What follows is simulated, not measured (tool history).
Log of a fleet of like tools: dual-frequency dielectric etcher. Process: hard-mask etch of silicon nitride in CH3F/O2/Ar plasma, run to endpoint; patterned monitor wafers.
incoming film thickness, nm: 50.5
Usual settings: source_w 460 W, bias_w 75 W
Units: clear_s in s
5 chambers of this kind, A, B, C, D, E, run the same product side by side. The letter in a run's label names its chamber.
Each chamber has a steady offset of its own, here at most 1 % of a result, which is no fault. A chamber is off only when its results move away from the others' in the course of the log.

run	hour	source_w	bias_w	clear_s
1D	7.2	460	75	68.724
# hour 8.9: chamber D: wet clean of the chamber
2A	14.8	460	75	67.810
3C	28.3	460	75	67.718
4B	38.0	460	75	67.878
# hour 38.7: chamber A: wet clean of the chamber
5E	51.5	380	75	73.055
6B	61.5	380	75	72.652
# hour 65.7: chamber E: wet clean of the chamber
7D	70.8	380	75	73.962
8E	78.9	380	75	73.278
# hour 89.0: chamber D: bias power generator calibrated
9C	91.6	380	75	72.882
10A	102.6	460	85	65.330
11B	114.2	460	85	64.943
12D	120.3	460	85	65.557
13A	129.8	460	85	65.272
14E	139.4	460	85	65.486
15C	146.8	460	75	67.741
16D	155.1	390	81	70.987
17E	166.9	390	81	70.763
18C	174.7	390	81	70.142
19B	182.7	390	81	70.782
20A	194.2	390	81	70.905
21E	203.1	460	75	68.706
22D	215.8	460	75	69.132
23A	228.1	510	75	65.797
24B	238.9	510	75	65.232
25C	251.3	510	75	65.151
26E	260.5	510	75	65.449
27B	271.8	510	75	65.812
28A	285.2	460	75	68.021
29D	292.2	460	75	69.168
30C	305.4	460	75	67.830

Is one chamber off against the others, does the gauge drift, or is nothing wrong? If a chamber is off, say which, and what the likeliest cause is.

No chamber stands off beyond its own small offset, and the gauge holds steady.
